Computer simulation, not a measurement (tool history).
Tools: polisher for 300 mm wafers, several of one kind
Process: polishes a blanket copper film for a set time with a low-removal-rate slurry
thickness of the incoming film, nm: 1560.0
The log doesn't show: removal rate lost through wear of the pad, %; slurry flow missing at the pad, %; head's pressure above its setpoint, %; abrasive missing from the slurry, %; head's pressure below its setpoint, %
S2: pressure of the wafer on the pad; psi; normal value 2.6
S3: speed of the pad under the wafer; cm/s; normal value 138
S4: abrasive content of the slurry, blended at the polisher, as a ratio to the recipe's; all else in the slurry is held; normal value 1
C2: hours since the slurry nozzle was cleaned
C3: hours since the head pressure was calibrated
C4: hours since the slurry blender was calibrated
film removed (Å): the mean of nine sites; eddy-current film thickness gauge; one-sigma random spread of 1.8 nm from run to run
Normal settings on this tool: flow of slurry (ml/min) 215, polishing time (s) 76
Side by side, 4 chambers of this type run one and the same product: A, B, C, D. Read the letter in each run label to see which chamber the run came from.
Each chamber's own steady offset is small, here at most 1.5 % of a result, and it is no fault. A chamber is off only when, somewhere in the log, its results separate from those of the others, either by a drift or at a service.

{"run": "1A", "hour": 7.7, "flow of slurry (ml/min)": 215, "S2": 2.6, "S3": 138, "S4": 1, "polishing time (s)": 76, "wafers polished on this pad": 416, "C2": 15.7, "C3": 629.9, "C4": 275.5, "film removed (Å)": 2328.8}
{"hour": 15.4, "done": "chamber B: slurry nozzle cleaned"}
{"hour": 16.8, "done": "chamber C: worn pad replaced by a new one"}
{"run": "2B", "hour": 18.8, "flow of slurry (ml/min)": 215, "S2": 2.6, "S3": 138, "S4": 1, "polishing time (s)": 76, "wafers polished on this pad": 272, "C2": 3.5, "C3": 163.3, "C4": 36.2, "film removed (Å)": 2322.6}
{"hour": 19.5, "done": "chamber A: slurry blender recalibrated"}
{"run": "3D", "hour": 26.2, "flow of slurry (ml/min)": 215, "S2": 2.6, "S3": 138, "S4": 1, "polishing time (s)": 76, "wafers polished on this pad": 728, "C2": 777.9, "C3": 606.4, "C4": 190.7, "film removed (Å)": 2291.3}
{"run": "4C", "hour": 36.9, "flow of slurry (ml/min)": 215, "S2": 2.6, "S3": 138, "S4": 1, "polishing time (s)": 76, "wafers polished on this pad": 240, "C2": 286.2, "C3": 347.5, "C4": 238.2, "film removed (Å)": 2311.2}
{"run": "5B", "hour": 46.7, "flow of slurry (ml/min)": 215, "S2": 2.6, "S3": 138, "S4": 1, "polishing time (s)": 76, "wafers polished on this pad": 604, "C2": 31.4, "C3": 191.2, "C4": 64.1, "film removed (Å)": 2330.2}
{"run": "6C", "hour": 52.1, "flow of slurry (ml/min)": 215, "S2": 2.6, "S3": 138, "S4": 1, "polishing time (s)": 76, "wafers polished on this pad": 421, "C2": 301.4, "C3": 362.7, "C4": 253.4, "film removed (Å)": 2299.3}
{"run": "7A", "hour": 63.2, "flow of slurry (ml/min)": 215, "S2": 2.6, "S3": 138, "S4": 1, "polishing time (s)": 76, "wafers polished on this pad": 1076, "C2": 71.2, "C3": 685.4, "C4": 43.7, "film removed (Å)": 2344.3}
{"hour": 67.5, "done": "chamber A: worn pad replaced by a new one"}
{"run": "8D", "hour": 69.9, "flow of slurry (ml/min)": 215, "S2": 2.6, "S3": 138, "S4": 1, "polishing time (s)": 76, "wafers polished on this pad": 1248, "C2": 821.6, "C3": 650.1, "C4": 234.4, "film removed (Å)": 2359.2}
{"hour": 76.2, "done": "chamber C: worn pad replaced by a new one"}
{"hour": 77.5, "done": "chamber B: worn pad replaced by a new one"}
{"run": "9C", "hour": 79.8, "flow of slurry (ml/min)": 215, "S2": 2.6, "S3": 138, "S4": 1, "polishing time (s)": 76, "wafers polished on this pad": 43, "C2": 329.1, "C3": 390.4, "C4": 281.1, "film removed (Å)": 2339.8}
{"run": "10B", "hour": 84.8, "flow of slurry (ml/min)": 215, "S2": 2.6, "S3": 138, "S4": 1, "polishing time (s)": 76, "wafers polished on this pad": 87, "C2": 69.5, "C3": 229.3, "C4": 102.2, "film removed (Å)": 2358.9}
{"run": "11D", "hour": 91.2, "flow of slurry (ml/min)": 215, "S2": 2.6, "S3": 138, "S4": 1, "polishing time (s)": 76, "wafers polished on this pad": 1502, "C2": 842.9, "C3": 671.4, "C4": 255.7, "film removed (Å)": 2297.6}
{"hour": 92.7, "done": "chamber C: head pressure recalibrated"}
{"hour": 94.1, "done": "chamber D: slurry nozzle cleaned"}
{"run": "12A", "hour": 98.1, "flow of slurry (ml/min)": 215, "S2": 2.6, "S3": 138, "S4": 1, "polishing time (s)": 76, "wafers polished on this pad": 364, "C2": 106.1, "C3": 720.3, "C4": 78.6, "film removed (Å)": 2304.6}
{"run": "13B", "hour": 106.9, "flow of slurry (ml/min)": 215, "S2": 2.6, "S3": 138, "S4": 1, "polishing time (s)": 76, "wafers polished on this pad": 350, "C2": 91.6, "C3": 251.4, "C4": 124.3, "film removed (Å)": 2309.4}
{"run": "14A", "hour": 112.3, "flow of slurry (ml/min)": 215, "S2": 2.6, "S3": 138, "S4": 1, "polishing time (s)": 76, "wafers polished on this pad": 533, "C2": 120.3, "C3": 734.5, "C4": 92.8, "film removed (Å)": 2344.5}
{"hour": 113.4, "done": "chamber B: slurry blender recalibrated"}
{"hour": 113.7, "done": "chamber C: slurry blender recalibrated"}
{"run": "15D", "hour": 118.0, "flow of slurry (ml/min)": 215, "S2": 2.6, "S3": 138, "S4": 1, "polishing time (s)": 76, "wafers polished on this pad": 1821, "C2": 23.9, "C3": 698.2, "C4": 282.5, "film removed (Å)": 2227.0}
{"run": "16C", "hour": 125.7, "flow of slurry (ml/min)": 215, "S2": 2.6, "S3": 138, "S4": 1, "polishing time (s)": 76, "wafers polished on this pad": 590, "C2": 375.0, "C3": 33.1, "C4": 12.0, "film removed (Å)": 2281.2}
{"hour": 125.8, "done": "chamber D: slurry blender recalibrated"}
{"run": "17D", "hour": 132.4, "flow of slurry (ml/min)": 215, "S2": 2.6, "S3": 138, "S4": 1, "polishing time (s)": 76, "wafers polished on this pad": 1992, "C2": 38.3, "C3": 712.6, "C4": 6.7, "film removed (Å)": 2235.5}
{"hour": 138.1, "done": "chamber C: worn pad replaced by a new one"}
{"run": "18A", "hour": 140.4, "flow of slurry (ml/min)": 240, "S2": 2.6, "S3": 138, "S4": 1, "polishing time (s)": 76, "wafers polished on this pad": 868, "C2": 148.4, "C3": 762.6, "C4": 120.9, "film removed (Å)": 2377.9}
{"run": "19C", "hour": 149.0, "flow of slurry (ml/min)": 240, "S2": 2.6, "S3": 138, "S4": 1, "polishing time (s)": 76, "wafers polished on this pad": 129, "C2": 398.3, "C3": 56.4, "C4": 35.3, "film removed (Å)": 2337.1}
{"hour": 152.9, "done": "chamber B: worn pad replaced by a new one"}
{"run": "20B", "hour": 155.6, "flow of slurry (ml/min)": 240, "S2": 2.6, "S3": 138, "S4": 1, "polishing time (s)": 76, "wafers polished on this pad": 32, "C2": 140.3, "C3": 300.1, "C4": 42.2, "film removed (Å)": 2366.3}
{"run": "21D", "hour": 162.1, "flow of slurry (ml/min)": 240, "S2": 2.6, "S3": 138, "S4": 1, "polishing time (s)": 76, "wafers polished on this pad": 2345, "C2": 68.0, "C3": 742.3, "C4": 36.4, "film removed (Å)": 2191.5}
{"hour": 165.2, "done": "chamber A: head pressure recalibrated"}
{"hour": 166.6, "done": "chamber A: worn pad replaced by a new one"}
{"run": "22A", "hour": 170.4, "flow of slurry (ml/min)": 215, "S2": 2.6, "S3": 138, "S4": 1, "polishing time (s)": 76, "wafers polished on this pad": 45, "C2": 178.4, "C3": 5.2, "C4": 150.9, "film removed (Å)": 2339.0}
{"run": "23B", "hour": 177.0, "flow of slurry (ml/min)": 215, "S2": 2.6, "S3": 138, "S4": 1, "polishing time (s)": 76, "wafers polished on this pad": 287, "C2": 161.7, "C3": 321.5, "C4": 63.6, "film removed (Å)": 2333.5}
{"hour": 179.4, "done": "chamber D: head pressure recalibrated"}
{"run": "24C", "hour": 184.9, "flow of slurry (ml/min)": 275, "S2": 3.0, "S3": 138, "S4": 1, "polishing time (s)": 76, "wafers polished on this pad": 557, "C2": 434.2, "C3": 92.3, "C4": 71.2, "film removed (Å)": 2734.8}
{"run": "25B", "hour": 193.1, "flow of slurry (ml/min)": 275, "S2": 3.0, "S3": 138, "S4": 1, "polishing time (s)": 76, "wafers polished on this pad": 479, "C2": 177.8, "C3": 337.6, "C4": 79.7, "film removed (Å)": 2733.0}
{"hour": 195.7, "done": "chamber C: worn pad replaced by a new one"}
{"run": "26C", "hour": 200.9, "flow of slurry (ml/min)": 275, "S2": 3.0, "S3": 138, "S4": 1, "polishing time (s)": 76, "wafers polished on this pad": 62, "C2": 450.2, "C3": 108.3, "C4": 87.2, "film removed (Å)": 2706.6}
{"run": "27D", "hour": 207.2, "flow of slurry (ml/min)": 275, "S2": 3.0, "S3": 138, "S4": 1, "polishing time (s)": 76, "wafers polished on this pad": 2882, "C2": 113.1, "C3": 27.9, "C4": 81.5, "film removed (Å)": 2506.8}

For the next run the whole fleet of 4 chambers uses the same settings. Give each chamber's results:
{"run": "28A", "hour": 215.2, "flow of slurry (ml/min)": 215, "S2": 2.6, "S3": 156, "S4": 1, "polishing time (s)": 76, "film removed (Å)": "?"}
{"run": "28B", "hour": 215.2, "flow of slurry (ml/min)": 215, "S2": 2.6, "S3": 156, "S4": 1, "polishing time (s)": 76, "film removed (Å)": "?"}
{"run": "28C", "hour": 215.2, "flow of slurry (ml/min)": 215, "S2": 2.6, "S3": 156, "S4": 1, "polishing time (s)": 76, "film removed (Å)": "?"}
{"run": "28D", "hour": 215.2, "flow of slurry (ml/min)": 215, "S2": 2.6, "S3": 156, "S4": 1, "polishing time (s)": 76, "film removed (Å)": "?"}

run=28A film_removed_(Å)=2614.8
run=28B film_removed_(Å)=2620.3
run=28C film_removed_(Å)=2588.7
run=28D film_removed_(Å)=2335.9
